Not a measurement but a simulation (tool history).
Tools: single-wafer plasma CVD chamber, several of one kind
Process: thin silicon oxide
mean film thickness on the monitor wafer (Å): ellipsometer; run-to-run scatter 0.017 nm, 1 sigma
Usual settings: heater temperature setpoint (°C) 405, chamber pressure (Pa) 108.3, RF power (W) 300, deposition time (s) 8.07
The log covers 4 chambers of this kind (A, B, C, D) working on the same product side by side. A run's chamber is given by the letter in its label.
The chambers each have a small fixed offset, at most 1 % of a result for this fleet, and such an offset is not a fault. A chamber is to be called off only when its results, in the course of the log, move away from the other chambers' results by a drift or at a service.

run   hour  heater temperature setpoint (°C)  chamber pressure (Pa)  RF power (W)  deposition time (s)  hours since the last thermocouple change  hours since the last RF generator calibration  hours since the last manometer calibration  read-back reference wafer on the same gauge, thickness_nm  mean film thickness on the monitor wafer (Å)
 1A    8.5                               405                  108.3           300                 8.07                                     780.5                                          792.4                                       907.5                                                     13.094                                        150.27
 2B   14.8                               405                  108.3           300                 8.07                                    2536.6                                          727.5                                       685.2                                                     13.095                                        150.79
 3C   22.2                               405                  108.3           300                 8.07                                     346.9                                          686.9                                      1360.0                                                     13.091                                        149.48
 4D   29.7                               405                  108.3           300                 8.07                                    2149.0                                           61.7                                       310.5                                                     13.092                                        149.05
 5D   35.6                               405                  108.3           300                 8.07                                    2154.9                                           67.6                                       316.4                                                     13.091                                        148.93
 6B   42.2                               405                  108.3           300                 8.07                                    2564.0                                          754.9                                       712.6                                                     13.092                                        151.04
 7A   49.5                               405                  108.3           300                 8.07                                     821.5                                          833.4                                       948.5                                                     13.090                                        149.74
 8C   54.4                               405                  108.3           300                 8.07                                     379.1                                          719.1                                      1392.2                                                     13.086                                        149.74
 9C   63.1                               405                  108.3           300                 8.07                                     387.8                                          727.8                                      1400.9                                                     13.086                                        149.54
10A   71.8                               405                  108.3           300                 8.07                                     843.8                                          855.7                                       970.8                                                     13.088                                        149.90
11D   76.4                               405                  108.3           300                 8.07                                    2195.7                                          108.4                                       357.2                                                     13.083                                        149.11
12B   85.3                               405                  108.3           300                 8.07                                    2607.1                                          798.0                                       755.7                                                     13.084                                        150.67
      88.7  -- chamber D: thermocouple changed; heater temperature recalibrated
13D   92.0                               405                  108.3           300                 8.07                                       3.3                                          124.0                                       372.8                                                     13.081                                        148.75
      97.3  -- chamber B: thermocouple changed; heater temperature recalibrated
14B  100.6                               405                  108.3           300                 8.07                                       3.4                                          813.3                                       771.0                                                     13.077                                        150.93
15C  108.7                               405                  108.3           300                 8.07                                     433.4                                          773.4                                      1446.5                                                     13.072                                        149.51
16A  117.7                               405                  108.3           300                 8.07                                     889.7                                          901.6                                      1016.7                                                     13.074                                        149.58
17D  125.5                               405                  108.3           300                 8.07                                      36.8                                          157.5                                       406.3                                                     13.071                                        148.65
18A  130.9                               405                  108.3           300                 8.07                                     902.9                                          914.8                                      1029.9                                                     13.072                                        149.90
19B  136.8                               405                   87.7           330                 8.07                                      39.6                                          849.5                                       807.2                                                     13.067                                        127.20
20C  144.0                               405                   87.7           330                 8.07                                     468.7                                          808.7                                      1481.8                                                     13.071                                        125.81
21C  149.1                               405                   87.7           330                 8.07                                     473.8                                          813.8                                      1486.9                                                     13.070                                        125.95
22B  158.6                               405                   87.7           330                 8.07                                      61.4                                          871.3                                       829.0                                                     13.063                                        126.97
23A  167.1                               405                  108.3           300                 8.07                                     939.1                                          951.0                                      1066.1                                                     13.058                                        149.90
24D  173.7                               405                  108.3           265                 8.07                                      85.0                                          205.7                                       454.5                                                     13.061                                        140.93
25A  177.8                               405                  108.3           265                 8.07                                     949.8                                          961.7                                      1076.8                                                     13.062                                        142.23
26B  183.1                               405                  108.3           265                 8.07                                      85.9                                          895.8                                       853.5                                                     13.059                                        142.60
27C  188.8                               405                  108.3           265                 8.07                                     513.5                                          853.5                                      1526.6                                                     13.055                                        141.56
28D  194.7                               405                  108.3           300                 8.07                                     106.0                                          226.7                                       475.5                                                     13.057                                        149.01
29A  201.0                               405                  108.3           300                 8.07                                     973.0                                          984.9                                      1100.0                                                     13.057                                        149.80
     201.6  -- chamber C: RF generator calibrated
30C  206.9                               405                  108.3           300                 8.07                                     531.6                                            5.3                                      1544.7                                                     13.055                                        149.15
31B  212.2                               405                  108.3           300                 8.07                                     115.0                                          924.9                                       882.6                                                     13.057                                        150.54
32D  219.6                               405                  108.3           300                 8.07                                     130.9                                          251.6                                       500.4                                                     13.053                                        148.50
33D  226.5                               405                  108.3           300                 8.07                                     137.8                                          258.5                                       507.3                                                     13.052                                        148.61
34C  231.8                               405                   92.8           300                 8.07                                     556.5                                           30.2                                      1569.6                                                     13.049                                        128.25
35A  239.2                               405                   92.8           300                 8.07                                    1011.2                                         1023.1                                      1138.2                                                     13.047                                        128.28
36B  246.0                               405                   92.8           300                 8.07                                     148.8                                          958.7                                       916.4                                                     13.049                                        129.77
37C  254.0                               405                   92.8           300                 8.07                                     578.7                                           52.4                                      1591.8                                                     13.048                                        128.38
38D  262.5                               405                  108.3           320                 8.07                                     173.8                                          294.5                                       543.3                                                     13.043                                        152.31
39B  270.8                               405                  108.3           320                 8.07                                     173.6                                          983.5                                       941.2                                                     13.044                                        154.16
40A  276.6                               405                  108.3           320                 8.07                                    1048.6                                         1060.5                                      1175.6                                                     13.040                                        153.28
41C  283.7                               405                  108.3           320                 8.07                                     608.4                                           82.1                                      1621.5                                                     13.040                                        153.38

What goes on in this fleet: one chamber off, a drifting gauge, or nothing beyond the chambers' own small offsets? Name the chamber and the cause, if any.

The gauge drifts, so all chambers seem to drift together. No chamber is off.
Cause: gauge reads low (%) = 0.474.
